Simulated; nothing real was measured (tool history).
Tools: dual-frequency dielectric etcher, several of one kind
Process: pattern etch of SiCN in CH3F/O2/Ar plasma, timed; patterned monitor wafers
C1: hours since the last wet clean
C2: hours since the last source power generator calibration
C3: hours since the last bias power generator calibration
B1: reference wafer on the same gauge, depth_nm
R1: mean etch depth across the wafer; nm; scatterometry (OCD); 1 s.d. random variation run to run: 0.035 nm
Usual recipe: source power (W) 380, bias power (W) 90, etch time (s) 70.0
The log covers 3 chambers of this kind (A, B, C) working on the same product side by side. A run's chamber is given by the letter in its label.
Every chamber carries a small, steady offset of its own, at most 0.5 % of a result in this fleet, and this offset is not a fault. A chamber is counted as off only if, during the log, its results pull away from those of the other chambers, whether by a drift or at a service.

-- hour=2.4 chamber A: wet clean of the chamber
run 1A hour=10.9 | source_power_(W)=380 bias_power_(W)=90 etch_time_(s)=70.0 | C1=8.6 C2=1969.5 C3=409.2 | B1=28.392 | R1=27.952
run 2B hour=22.4 | source_power_(W)=380 bias_power_(W)=90 etch_time_(s)=70.0 | C1=300.8 C2=3013.9 C3=184.2 | B1=28.389 | R1=28.061
run 3C hour=30.1 | source_power_(W)=380 bias_power_(W)=90 etch_time_(s)=70.0 | C1=303.5 C2=3120.3 C3=303.9 | B1=28.381 | R1=28.068
-- hour=37.8 chamber B: wet clean of the chamber
run 4B hour=43.4 | source_power_(W)=380 bias_power_(W)=90 etch_time_(s)=70.0 | C1=5.7 C2=3034.9 C3=205.2 | B1=28.369 | R1=28.085
run 5A hour=53.8 | source_power_(W)=320 bias_power_(W)=90 etch_time_(s)=84.5 | C1=51.5 C2=2012.4 C3=452.1 | B1=28.376 | R1=31.657
run 6C hour=62.7 | source_power_(W)=320 bias_power_(W)=90 etch_time_(s)=84.5 | C1=336.1 C2=3152.9 C3=336.5 | B1=28.368 | R1=31.831
run 7A hour=74.6 | source_power_(W)=320 bias_power_(W)=90 etch_time_(s)=84.5 | C1=72.3 C2=2033.2 C3=472.9 | B1=28.347 | R1=31.685
run 8B hour=88.0 | source_power_(W)=470 bias_power_(W)=90 etch_time_(s)=83.0 | C1=50.3 C2=3079.5 C3=249.8 | B1=28.345 | R1=35.998
run 9C hour=100.0 | source_power_(W)=470 bias_power_(W)=90 etch_time_(s)=83.0 | C1=373.4 C2=3190.2 C3=373.8 | B1=28.340 | R1=35.921
run 10C hour=111.7 | source_power_(W)=470 bias_power_(W)=90 etch_time_(s)=83.0 | C1=385.1 C2=3201.9 C3=385.5 | B1=28.326 | R1=35.938
run 11B hour=118.8 | source_power_(W)=380 bias_power_(W)=90 etch_time_(s)=58.5 | C1=81.1 C2=3110.3 C3=280.6 | B1=28.328 | R1=23.428
run 12A hour=124.9 | source_power_(W)=380 bias_power_(W)=90 etch_time_(s)=58.5 | C1=122.6 C2=2083.5 C3=523.2 | B1=28.321 | R1=23.353
run 13A hour=133.8 | source_power_(W)=380 bias_power_(W)=90 etch_time_(s)=58.5 | C1=131.5 C2=2092.4 C3=532.1 | B1=28.312 | R1=23.329
run 14B hour=144.1 | source_power_(W)=380 bias_power_(W)=90 etch_time_(s)=70.0 | C1=106.4 C2=3135.6 C3=305.9 | B1=28.309 | R1=28.038
run 15C hour=154.8 | source_power_(W)=380 bias_power_(W)=90 etch_time_(s)=70.0 | C1=428.2 C2=3245.0 C3=428.6 | B1=28.304 | R1=28.106
-- hour=164.1 chamber C: source power generator calibrated
run 16B hour=165.7 | source_power_(W)=380 bias_power_(W)=90 etch_time_(s)=70.0 | C1=128.0 C2=3157.2 C3=327.5 | B1=28.297 | R1=28.013
run 17C hour=172.2 | source_power_(W)=380 bias_power_(W)=90 etch_time_(s)=70.0 | C1=445.6 C2=8.2 C3=446.0 | B1=28.296 | R1=27.981
run 18A hour=184.1 | source_power_(W)=380 bias_power_(W)=77 etch_time_(s)=81.5 | C1=181.8 C2=2142.7 C3=582.4 | B1=28.294 | R1=30.759
run 19B hour=190.3 | source_power_(W)=380 bias_power_(W)=77 etch_time_(s)=81.5 | C1=152.6 C2=3181.8 C3=352.1 | B1=28.278 | R1=30.762
run 20A hour=201.5 | source_power_(W)=380 bias_power_(W)=77 etch_time_(s)=81.5 | C1=199.2 C2=2160.1 C3=599.8 | B1=28.275 | R1=30.614
run 21C hour=207.5 | source_power_(W)=380 bias_power_(W)=90 etch_time_(s)=70.0 | C1=480.9 C2=43.5 C3=481.3 | B1=28.275 | R1=27.939
run 22B hour=219.8 | source_power_(W)=460 bias_power_(W)=90 etch_time_(s)=63.5 | C1=182.1 C2=3211.3 C3=381.6 | B1=28.268 | R1=27.260
run 23A hour=226.3 | source_power_(W)=460 bias_power_(W)=90 etch_time_(s)=63.5 | C1=224.0 C2=2184.9 C3=624.6 | B1=28.260 | R1=27.067

Next, all 3 chambers run the settings below, one line each with question marks for the results. What does each chamber give?
run 24A hour=236.1 | source_power_(W)=290 bias_power_(W)=90 etch_time_(s)=70.0 | R1=?
run 24B hour=236.1 | source_power_(W)=290 bias_power_(W)=90 etch_time_(s)=70.0 | R1=?
run 24C hour=236.1 | source_power_(W)=290 bias_power_(W)=90 etch_time_(s)=70.0 | R1=?

run=24A R1=25.204
run=24B R1=25.282
run=24C R1=25.405

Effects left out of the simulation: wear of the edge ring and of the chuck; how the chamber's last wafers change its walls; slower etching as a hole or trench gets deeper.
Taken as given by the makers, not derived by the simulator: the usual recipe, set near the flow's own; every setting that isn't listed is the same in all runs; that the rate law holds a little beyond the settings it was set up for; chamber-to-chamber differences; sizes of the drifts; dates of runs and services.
